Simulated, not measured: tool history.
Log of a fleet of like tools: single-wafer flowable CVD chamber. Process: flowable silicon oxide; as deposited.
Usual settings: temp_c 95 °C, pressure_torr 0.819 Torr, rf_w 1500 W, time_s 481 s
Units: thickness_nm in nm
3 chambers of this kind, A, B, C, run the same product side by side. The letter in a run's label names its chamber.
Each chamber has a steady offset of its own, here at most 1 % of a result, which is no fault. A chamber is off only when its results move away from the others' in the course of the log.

run   hour  temp_c  pressure_torr  rf_w  time_s  read-back reference wafer on the same gauge, thickness_nm  thickness_nm
 1C    7.1      95          0.819  1500     481                                                     344.92        326.04
 2A   12.1      95          0.819  1500     481                                                     344.92        334.82
 3B   19.4      95          0.819  1500     481                                                     344.75        324.49
 4A   23.0      95          0.819  1500     481                                                     344.95        333.60
 5B   27.2      95          0.819  1500     481                                                     345.32        325.48
 6C   31.0      95          0.819  1500     481                                                     344.99        324.62
 7A   38.3      95          0.819  1500     481                                                     344.88        334.49
 8C   44.3      95          0.819  1500     481                                                     344.75        328.81
 9B   51.0      95          0.819  1500     524                                                     344.62        357.23
10B   58.3      95          0.819  1500     524                                                     345.08        356.65
11C   65.0      95          0.819  1500     524                                                     344.90        352.82
12A   69.1      90          0.979  1500     481                                                     345.03        492.11
13C   76.2      90          0.979  1500     481                                                     344.72        486.99
14B   83.6      90          0.979  1500     481                                                     345.10        483.26
      88.2  -- chamber C: capacitance manometer re-zeroed and calibrated
15A   88.4      95          0.819  1500     481                                                     344.77        334.93
16C   95.6      95          0.819  1360     566                                                     345.18        390.62
17B  101.9      95          0.819  1360     566                                                     345.55        373.39
18A  106.7      95          0.819  1360     566                                                     345.10        380.79
19B  110.9      86          0.819  1500     481                                                     345.34        430.95
20A  116.3      86          0.819  1500     481                                                     345.08        444.62
21C  121.5      86          0.819  1500     481                                                     345.06        454.07
22C  128.3     105          0.819  1230     481                                                     345.21        225.91
23A  134.5     105          0.819  1230     481                                                     344.83        222.54
24B  141.3     105          0.819  1230     481                                                     345.18        220.02
25B  146.6      85          0.736  1500     481                                                     344.88        387.86
26C  154.3      85          0.736  1500     481                                                     345.12        407.03
27A  160.3      85          0.736  1500     481                                                     345.12        397.43
28A  165.5      95          0.819  1500     481                                                     345.43        336.09
29B  170.1      95          0.819  1500     481                                                     345.56        329.04
30C  177.6      84          0.819  1500     481                                                     345.32        483.32
     178.6  -- chamber C: thermocouple changed; heater temperature recalibrated
31A  185.6      84          0.819  1500     481                                                     344.91        472.34
32B  193.5      84          0.819  1500     481                                                     345.23        460.26
33C  197.3      95          0.819  1500     481                                                     344.70        339.42
34A  204.5      89          0.819  1500     445                                                     344.69        377.65
35B  208.6      89          0.819  1500     445                                                     344.87        367.21
36C  214.0      89          0.819  1500     445                                                     344.83        383.00
     220.4  -- chamber C: RF generator calibrated
37C  221.1      95          0.819  1500     481                                                     344.84        336.20

Is one chamber off against the others, does the gauge drift, or is nothing wrong? If a chamber is off, say which, and what the likeliest cause is.

A service left chamber C off against the others.
Cause: true pressure above the setpoint (%) = 2.94.

Here are 4 candidates for chamber C's next run, each the usual settings with a change, their results left as question marks. Which one brings its results back in line with what the others give on the usual settings?
In line means no further than this from the other chambers' mean on the usual settings: thickness_nm 5.40 nm
38C-1  226.9      94          0.831  1500     481                                                                        ?
38C-2  226.9      95          0.819  1485     468                                                                        ?
38C-3  226.9      95          0.837  1505     481                                                                        ?
38C-4  226.9      96          0.808  1495     481                                                                        ?

The other chambers' mean on the usual settings: thickness_nm 330.40 nm
  run  thickness_nm
38C-1        358.86
38C-2        330.16
38C-3        350.58
38C-4        323.27
38C-2 brings the chamber back in line.

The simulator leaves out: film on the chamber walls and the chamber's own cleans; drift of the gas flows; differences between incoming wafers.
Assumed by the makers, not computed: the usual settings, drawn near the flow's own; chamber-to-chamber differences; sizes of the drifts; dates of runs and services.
